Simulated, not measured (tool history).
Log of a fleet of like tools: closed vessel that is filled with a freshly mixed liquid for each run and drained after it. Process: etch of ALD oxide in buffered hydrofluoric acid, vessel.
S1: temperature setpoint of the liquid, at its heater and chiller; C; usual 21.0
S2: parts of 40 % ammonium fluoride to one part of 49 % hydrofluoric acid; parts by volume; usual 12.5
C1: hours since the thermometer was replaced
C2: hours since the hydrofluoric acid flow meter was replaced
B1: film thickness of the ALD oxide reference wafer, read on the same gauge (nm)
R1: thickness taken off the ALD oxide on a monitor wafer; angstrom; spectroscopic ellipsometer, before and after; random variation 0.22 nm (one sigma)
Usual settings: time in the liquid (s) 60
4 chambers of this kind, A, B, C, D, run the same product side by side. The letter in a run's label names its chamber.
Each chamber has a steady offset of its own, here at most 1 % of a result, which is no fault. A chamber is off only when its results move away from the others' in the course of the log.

Run 1D, hour 8.4: usual settings; C1 192.4; C2 1236.2; B1 130.01. Result: R1 563.64 angstrom.
Run 2C, hour 21.0: usual settings; C1 507.3; C2 180.1; B1 130.02. Result: R1 566.23 angstrom.
Run 3B, hour 29.4: usual settings; C1 1852.7; C2 272.2; B1 130.00. Result: R1 557.79 angstrom.
Run 4A, hour 38.4: usual settings; C1 329.4; C2 370.7; B1 129.98. Result: R1 566.71 angstrom.
Run 5A, hour 52.8: usual settings; C1 343.8; C2 385.1; B1 130.00. Result: R1 568.55 angstrom.
Run 6D, hour 59.2: usual settings; C1 243.2; C2 1287.0; B1 130.00. Result: R1 565.55 angstrom.
Run 7B, hour 73.0: usual settings; C1 1896.3; C2 315.8; B1 129.99. Result: R1 564.25 angstrom.
Run 8C, hour 84.5: usual settings; C1 570.8; C2 243.6; B1 130.00. Result: R1 563.66 angstrom.
Run 9D, hour 99.1: usual settings; C1 283.1; C2 1326.9; B1 130.02. Result: R1 563.58 angstrom.
Run 10C, hour 107.9: usual settings; C1 594.2; C2 267.0; B1 129.99. Result: R1 563.06 angstrom.
Run 11B, hour 116.0: usual settings; C1 1939.3; C2 358.8; B1 130.04. Result: R1 561.10 angstrom.
Run 12A, hour 127.3: usual settings; C1 418.3; C2 459.6; B1 130.01. Result: R1 571.45 angstrom.
Run 13B, hour 141.6: usual settings but S1 18.5 C, time in the liquid (s) 90; C1 1964.9; C2 384.4; B1 130.01. Result: R1 735.26 angstrom.
Run 14D, hour 156.1: usual settings but S1 18.5 C, time in the liquid (s) 90; C1 340.1; C2 1383.9; B1 130.01. Result: R1 733.22 angstrom.
Run 15C, hour 165.3: usual settings but S1 18.5 C, time in the liquid (s) 90; C1 651.6; C2 324.4; B1 130.01. Result: R1 734.41 angstrom.
Run 16A, hour 179.9: usual settings but S1 18.5 C, time in the liquid (s) 90; C1 470.9; C2 512.2; B1 130.02. Result: R1 737.17 angstrom.
Run 17A, hour 191.7: usual settings; C1 482.7; C2 524.0; B1 129.99. Result: R1 567.55 angstrom.
Run 18B, hour 206.1: usual settings; C1 2029.4; C2 448.9; B1 129.99. Result: R1 566.27 angstrom.
Run 19C, hour 218.4: usual settings; C1 704.7; C2 377.5; B1 129.99. Result: R1 563.62 angstrom.
Run 20D, hour 229.8: usual settings; C1 413.8; C2 1457.6; B1 130.02. Result: R1 564.29 angstrom.
Run 21D, hour 242.0: usual settings; C1 426.0; C2 1469.8; B1 130.00. Result: R1 567.61 angstrom.
Run 22A, hour 250.4: usual settings; C1 541.4; C2 582.7; B1 129.99. Result: R1 568.56 angstrom.
Run 23B, hour 260.2: usual settings; C1 2083.5; C2 503.0; B1 129.98. Result: R1 558.17 angstrom.
Run 24C, hour 271.0: usual settings; C1 757.3; C2 430.1; B1 130.00. Result: R1 565.10 angstrom.
Run 25B, hour 280.9: usual settings; C1 2104.2; C2 523.7; B1 130.01. Result: R1 564.05 angstrom.
Run 26C, hour 291.5: usual settings; C1 777.8; C2 450.6; B1 130.00. Result: R1 560.46 angstrom.
Run 27D, hour 299.6: usual settings but S1 19.0 C, S2 8.0 parts by volume; C1 483.6; C2 1527.4; B1 130.04. Result: R1 758.03 angstrom.
Run 28A, hour 313.1: usual settings but S1 19.0 C, S2 8.0 parts by volume; C1 604.1; C2 645.4; B1 129.99. Result: R1 757.28 angstrom.
Run 29B, hour 322.8: usual settings but S1 19.0 C, S2 8.0 parts by volume; C1 2146.1; C2 565.6; B1 129.99. Result: R1 764.08 angstrom.
Run 30A, hour 330.1: usual settings but S1 19.0 C, S2 8.0 parts by volume; C1 621.1; C2 662.4; B1 130.00. Result: R1 760.27 angstrom.
At hour 335.4: chamber A: hydrofluoric acid flow meter replaced.
Run 31C, hour 340.8: usual settings; C1 827.1; C2 499.9; B1 130.01. Result: R1 563.63 angstrom.
Run 32D, hour 350.7: usual settings; C1 534.7; C2 1578.5; B1 129.99. Result: R1 559.51 angstrom.
Run 33A, hour 360.5: usual settings; C1 651.5; C2 25.1; B1 129.99. Result: R1 570.49 angstrom.
Run 34B, hour 369.8: usual settings; C1 2193.1; C2 612.6; B1 129.99. Result: R1 556.79 angstrom.
Run 35C, hour 378.7: usual settings but S2 15.0 parts by volume, time in the liquid (s) 70; C1 865.0; C2 537.8; B1 129.99. Result: R1 549.25 angstrom.
Run 36D, hour 388.6: usual settings but S2 15.0 parts by volume, time in the liquid (s) 70; C1 572.6; C2 1616.4; B1 129.98. Result: R1 546.96 angstrom.
Run 37A, hour 397.1: usual settings but S2 15.0 parts by volume, time in the liquid (s) 70; C1 688.1; C2 61.7; B1 130.01. Result: R1 557.56 angstrom.

All 4 chambers run these settings next. Forecast each chamber's results:
Run 38A, hour 407.7: usual settings. Result: R1 ?.
Run 38B, hour 407.7: usual settings. Result: R1 ?.
Run 38C, hour 407.7: usual settings. Result: R1 ?.
Run 38D, hour 407.7: usual settings. Result: R1 ?.

run      R1
38A  569.34
38B  559.68
38C  560.25
38D  566.87
